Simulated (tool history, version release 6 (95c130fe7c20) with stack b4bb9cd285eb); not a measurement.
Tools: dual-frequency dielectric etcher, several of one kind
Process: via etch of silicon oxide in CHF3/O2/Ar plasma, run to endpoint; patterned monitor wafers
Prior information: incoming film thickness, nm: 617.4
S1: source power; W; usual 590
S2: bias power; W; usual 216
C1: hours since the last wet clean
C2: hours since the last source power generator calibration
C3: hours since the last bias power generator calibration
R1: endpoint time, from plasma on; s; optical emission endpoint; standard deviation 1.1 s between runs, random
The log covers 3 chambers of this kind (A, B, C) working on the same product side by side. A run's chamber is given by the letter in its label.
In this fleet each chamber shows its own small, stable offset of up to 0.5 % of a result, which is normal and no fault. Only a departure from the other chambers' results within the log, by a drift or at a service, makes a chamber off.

run 1B hour=3.4 | S1=590 S2=216 | C1=389.8 C2=461.3 C3=3923.6 | R1=294.72
run 2C hour=6.4 | S1=590 S2=216 | C1=330.1 C2=2820.1 C3=4238 | R1=296.27
run 3A hour=11.3 | S1=590 S2=216 | C1=205.3 C2=2728 C3=2439.8 | R1=294.1
run 4B hour=16.4 | S1=590 S2=216 | C1=402.8 C2=474.3 C3=3936.6 | R1=296.2
run 5C hour=21.7 | S1=590 S2=216 | C1=345.4 C2=2835.4 C3=4253.3 | R1=296.62
run 6A hour=26.9 | S1=590 S2=216 | C1=220.9 C2=2743.6 C3=2455.4 | R1=295.19
run 7A hour=32.3 | S1=590 S2=216 | C1=226.3 C2=2749 C3=2460.8 | R1=295.54
run 8B hour=35.3 | S1=590 S2=216 | C1=421.7 C2=493.2 C3=3955.5 | R1=293.22
run 9C hour=38.3 | S1=590 S2=265 | C1=362 C2=2852 C3=4269.9 | R1=272.83
run 10A hour=44.2 | S1=590 S2=265 | C1=238.2 C2=2760.9 C3=2472.7 | R1=272.72
-- hour=47.1 chamber B: wet clean of the chamber
run 11C hour=49.1 | S1=590 S2=265 | C1=372.8 C2=2862.8 C3=4280.7 | R1=274.29
run 12B hour=54.1 | S1=590 S2=216 | C1=7 C2=512 C3=3974.3 | R1=295.35
run 13C hour=58.3 | S1=590 S2=216 | C1=382 C2=2872 C3=4289.9 | R1=295.87
run 14B hour=61.9 | S1=590 S2=216 | C1=14.8 C2=519.8 C3=3982.1 | R1=294.68
run 15A hour=67.4 | S1=590 S2=216 | C1=261.4 C2=2784.1 C3=2495.9 | R1=293.74
run 16B hour=71.4 | S1=650 S2=191 | C1=24.3 C2=529.3 C3=3991.6 | R1=296.37
run 17C hour=75.1 | S1=650 S2=191 | C1=398.8 C2=2888.8 C3=4306.7 | R1=298.91
run 18A hour=81 | S1=650 S2=191 | C1=275 C2=2797.7 C3=2509.5 | R1=296.78
run 19B hour=86.3 | S1=590 S2=216 | C1=39.2 C2=544.2 C3=4006.5 | R1=295.56
run 20C hour=91.4 | S1=590 S2=216 | C1=415.1 C2=2905.1 C3=4323 | R1=296.29
run 21A hour=95.5 | S1=590 S2=216 | C1=289.5 C2=2812.2 C3=2524 | R1=295.63
run 22B hour=100.6 | S1=670 S2=171 | C1=53.5 C2=558.5 C3=4020.8 | R1=304.18
run 23A hour=104.9 | S1=670 S2=171 | C1=298.9 C2=2821.6 C3=2533.4 | R1=303.17
-- hour=106 chamber C: wet clean of the chamber
run 24C hour=107.8 | S1=670 S2=171 | C1=1.8 C2=2921.5 C3=4339.4 | R1=304.55
run 25A hour=111.9 | S1=590 S2=216 | C1=305.9 C2=2828.6 C3=2540.4 | R1=293.53
run 26B hour=118 | S1=590 S2=180 | C1=70.9 C2=575.9 C3=4038.2 | R1=314.81
run 27C hour=123.7 | S1=590 S2=180 | C1=17.7 C2=2937.4 C3=4355.3 | R1=316.11
run 28A hour=129.7 | S1=590 S2=180 | C1=323.7 C2=2846.4 C3=2558.2 | R1=312.14
-- hour=134.2 chamber C: bias power generator calibrated
run 29C hour=134.5 | S1=590 S2=216 | C1=28.5 C2=2948.2 C3=0.4 | R1=296.12
run 30B hour=139.6 | S1=590 S2=216 | C1=92.5 C2=597.5 C3=4059.8 | R1=295.12
run 31C hour=145.5 | S1=590 S2=216 | C1=39.5 C2=2959.2 C3=11.4 | R1=297.52
run 32B hour=151.1 | S1=590 S2=216 | C1=104 C2=609 C3=4071.3 | R1=294.04
run 33A hour=154.7 | S1=590 S2=216 | C1=348.7 C2=2871.4 C3=2583.2 | R1=294.33
run 34C hour=158.3 | S1=590 S2=216 | C1=52.3 C2=2972 C3=24.2 | R1=296.69
run 35B hour=162.1 | S1=590 S2=216 | C1=115 C2=620 C3=4082.3 | R1=296.68
run 36A hour=167.4 | S1=590 S2=216 | C1=361.4 C2=2884.1 C3=2595.9 | R1=294.13
run 37B hour=170.9 | S1=590 S2=216 | C1=123.8 C2=628.8 C3=4091.1 | R1=297.29
run 38A hour=174.6 | S1=590 S2=216 | C1=368.6 C2=2891.3 C3=2603.1 | R1=294.17
run 39C hour=177.8 | S1=590 S2=216 | C1=71.8 C2=2991.5 C3=43.7 | R1=298.6

For the next run the whole fleet of 3 chambers uses the same settings. Give each chamber's results:
run 40A hour=182.2 | S1=590 S2=233 | R1=?
run 40B hour=182.2 | S1=590 S2=233 | R1=?
run 40C hour=182.2 | S1=590 S2=233 | R1=?

run=40A R1=285.05
run=40B R1=285.71
run=40C R1=286.3
